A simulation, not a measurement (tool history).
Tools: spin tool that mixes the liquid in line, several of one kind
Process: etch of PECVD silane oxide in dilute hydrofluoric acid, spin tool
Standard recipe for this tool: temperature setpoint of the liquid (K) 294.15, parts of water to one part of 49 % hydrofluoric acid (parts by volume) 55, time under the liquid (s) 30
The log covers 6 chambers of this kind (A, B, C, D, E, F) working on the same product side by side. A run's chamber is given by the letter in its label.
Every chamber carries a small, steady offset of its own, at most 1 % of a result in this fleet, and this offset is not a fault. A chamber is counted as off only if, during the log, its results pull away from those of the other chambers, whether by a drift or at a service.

run,hour,temperature setpoint of the liquid (K),parts of water to one part of 49 % hydrofluoric acid (parts by volume),time under the liquid (s),hours since the thermometer was replaced,hours since the hydrofluoric acid flow meter was replaced,"read-back film thickness of the PECVD silane oxide reference wafer, read on the same gauge (nm)",thickness taken off the PECVD silane oxide on a monitor wafer (nm)
1C,13.3,294.15,55,30,2030.2,48.8,99.997,12.343
# hour 19.7: chamber A: thermometer replaced
2F,21.0,294.15,55,30,585.0,1204.7,99.966,12.278
3B,30.4,294.15,55,30,1388.3,1592.3,99.998,12.512
4A,39.1,294.15,55,30,19.5,152.8,100.030,12.312
5E,54.5,294.15,55,30,2500.8,303.5,100.020,12.464
6D,63.1,294.15,55,30,283.8,2002.6,100.020,12.509
7E,72.8,294.15,55,30,2519.1,321.8,99.998,12.488
8C,84.9,294.15,55,30,2101.8,120.4,100.030,12.409
# hour 93.6: chamber F: thermometer replaced
9D,100.9,294.15,55,30,321.6,2040.4,100.010,12.452
10B,115.8,294.15,55,30,1473.7,1677.7,99.945,12.516
11A,129.8,294.15,55,30,110.2,243.5,100.010,12.372
# hour 142.0: chamber C: thermometer replaced
12F,145.9,298.65,55,25,52.4,1329.6,99.980,12.236
# hour 154.3: chamber B: hydrofluoric acid flow meter replaced
13A,156.5,298.65,55,25,136.9,270.2,99.987,12.272
14B,165.3,298.65,55,25,1523.2,11.1,100.010,12.553
15F,176.1,298.65,55,25,82.6,1359.8,99.978,12.405
16D,185.1,298.65,55,25,405.8,2124.6,99.972,12.427
17C,196.0,298.65,55,25,54.0,231.5,99.988,12.333
18E,210.1,298.65,35,30,2656.4,459.1,99.990,24.520
19B,221.4,298.65,35,30,1579.3,67.2,100.020,24.202
20F,231.7,298.65,35,30,138.2,1415.4,99.996,23.878
21E,239.3,298.65,35,30,2685.6,488.3,100.010,24.403
22D,250.6,298.65,35,30,471.3,2190.1,99.974,23.995
23C,258.3,298.65,35,30,116.3,293.8,100.020,23.871
24A,271.7,294.15,55,30,252.1,385.4,99.984,12.272
25A,283.9,294.15,55,30,264.3,397.6,100.040,12.252
26E,298.7,294.15,55,30,2745.0,547.7,99.996,12.478
27F,307.1,294.15,55,30,213.6,1490.8,99.979,12.227
28D,320.2,294.15,55,30,540.9,2259.7,99.985,12.385
29C,335.8,294.15,55,30,193.8,371.3,99.990,12.402
30B,344.2,294.15,55,30,1702.1,190.0,99.956,12.485
31A,351.7,294.15,55,30,332.1,465.4,99.983,12.319
32B,366.9,294.15,55,30,1724.8,212.7,100.000,12.585
33C,375.9,290.15,55,30,233.9,411.4,100.020,10.473
34D,383.9,290.15,55,30,604.6,2323.4,100.020,10.400
# hour 391.0: chamber D: hydrofluoric acid flow meter replaced
35E,396.2,290.15,55,30,2842.5,645.2,99.981,10.505
36F,404.2,290.15,55,30,310.7,1587.9,99.988,10.344
37C,419.0,290.15,55,30,277.0,454.5,99.990,10.438
38F,434.1,290.15,55,30,340.6,1617.8,100.020,10.366
# hour 434.4: chamber E: thermometer replaced
39E,446.5,294.15,55,30,12.2,695.5,100.040,12.409
40B,457.6,292.15,25,30,1815.5,303.4,100.040,26.329
41A,469.0,292.15,25,30,449.4,582.7,100.000,25.317
42D,477.3,292.15,25,30,698.0,86.3,100.020,25.623

What goes on in this fleet: one chamber off, a drifting gauge, or nothing beyond the chambers' own small offsets? Name the chamber and the cause, if any.

No chamber is off and the gauge is stable; the differences are just each chamber's small, constant offset.

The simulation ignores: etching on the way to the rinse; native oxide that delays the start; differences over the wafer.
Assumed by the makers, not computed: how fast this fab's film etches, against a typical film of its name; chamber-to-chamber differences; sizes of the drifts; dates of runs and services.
